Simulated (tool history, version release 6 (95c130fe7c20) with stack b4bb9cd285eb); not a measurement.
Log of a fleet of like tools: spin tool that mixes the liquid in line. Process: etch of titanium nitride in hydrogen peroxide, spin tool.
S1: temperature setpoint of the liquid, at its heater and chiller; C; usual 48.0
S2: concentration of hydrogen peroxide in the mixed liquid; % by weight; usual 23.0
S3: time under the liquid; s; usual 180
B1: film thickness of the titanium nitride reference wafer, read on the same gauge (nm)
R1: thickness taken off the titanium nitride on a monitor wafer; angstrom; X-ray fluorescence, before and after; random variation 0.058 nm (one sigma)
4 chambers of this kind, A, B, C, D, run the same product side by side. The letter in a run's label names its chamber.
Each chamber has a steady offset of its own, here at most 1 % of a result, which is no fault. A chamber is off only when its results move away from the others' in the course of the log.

run	hour	S1	S2	S3	B1	R1
1A	8.7	48.0	23.0	180	90.019	66.053
2B	12.6	48.0	23.0	180	90.009	68.292
3D	18.3	48.0	23.0	180	89.995	67.672
4C	26.0	48.0	23.0	180	90.024	67.443
5D	31.1	48.0	26.5	100	89.991	38.962
6A	38.5	48.0	26.5	100	89.995	38.355
7C	43.4	48.0	26.5	100	89.995	38.689
8B	51.5	48.0	26.5	100	89.970	39.320
9B	56.9	48.0	23.0	180	90.011	69.154
10C	63.1	48.0	20.5	275	89.996	101.450
11A	67.7	48.0	20.5	275	89.991	100.670
12D	71.5	48.0	20.5	275	90.032	98.864
13D	78.7	48.0	20.5	275	89.988	102.340
14A	84.3	48.0	23.0	180	90.006	66.207
# hour 89.8: chamber B: thermometer replaced
15C	91.7	43.0	23.0	140	89.983	35.801
16B	95.7	43.0	23.0	140	90.010	36.636
17B	102.6	43.0	23.0	140	90.011	36.568
18A	110.6	43.0	23.0	140	90.002	36.232
19D	115.5	48.0	23.0	180	90.004	67.668
20C	123.9	48.0	23.0	180	90.002	66.928
21C	132.0	48.0	23.0	180	89.967	66.191
22B	139.9	48.0	23.0	180	89.973	68.613
23D	146.0	48.0	23.0	180	90.006	67.969
24A	150.8	48.0	23.0	180	90.034	65.811
25D	156.8	48.0	23.0	180	89.981	67.036
26C	161.0	48.0	23.0	180	89.998	65.010
27A	165.7	48.0	23.0	180	89.978	66.700
28B	172.6	48.0	23.0	180	90.030	68.473
29C	180.0	48.0	23.0	180	90.010	64.936
30B	184.7	48.0	23.0	180	89.998	68.643
31D	189.2	48.0	23.0	180	89.991	68.068
32A	196.1	48.0	23.0	180	89.996	67.066
33C	200.5	54.0	23.0	180	89.988	98.845
34A	207.2	54.0	23.0	180	89.971	102.360
35D	211.8	54.0	23.0	180	90.002	103.350
36B	217.4	54.0	23.0	180	89.987	103.560
37D	226.0	48.0	23.0	180	90.022	67.745
38B	231.0	48.0	23.0	180	90.016	68.464
39A	235.1	48.0	23.0	180	90.007	66.705
40C	243.3	43.5	23.0	180	89.985	43.688
41B	250.1	43.5	23.0	180	90.017	48.767
42C	257.6	43.5	23.0	180	90.023	44.283
43D	264.7	43.5	23.0	180	90.022	48.996

Next, every chamber runs the same settings. What will each give?
44A	270.9	48.0	29.0	180		?
44B	270.9	48.0	29.0	180		?
44C	270.9	48.0	29.0	180		?
44D	270.9	48.0	29.0	180		?

run	R1
44A	69.397
44B	71.920
44C	63.884
44D	70.498
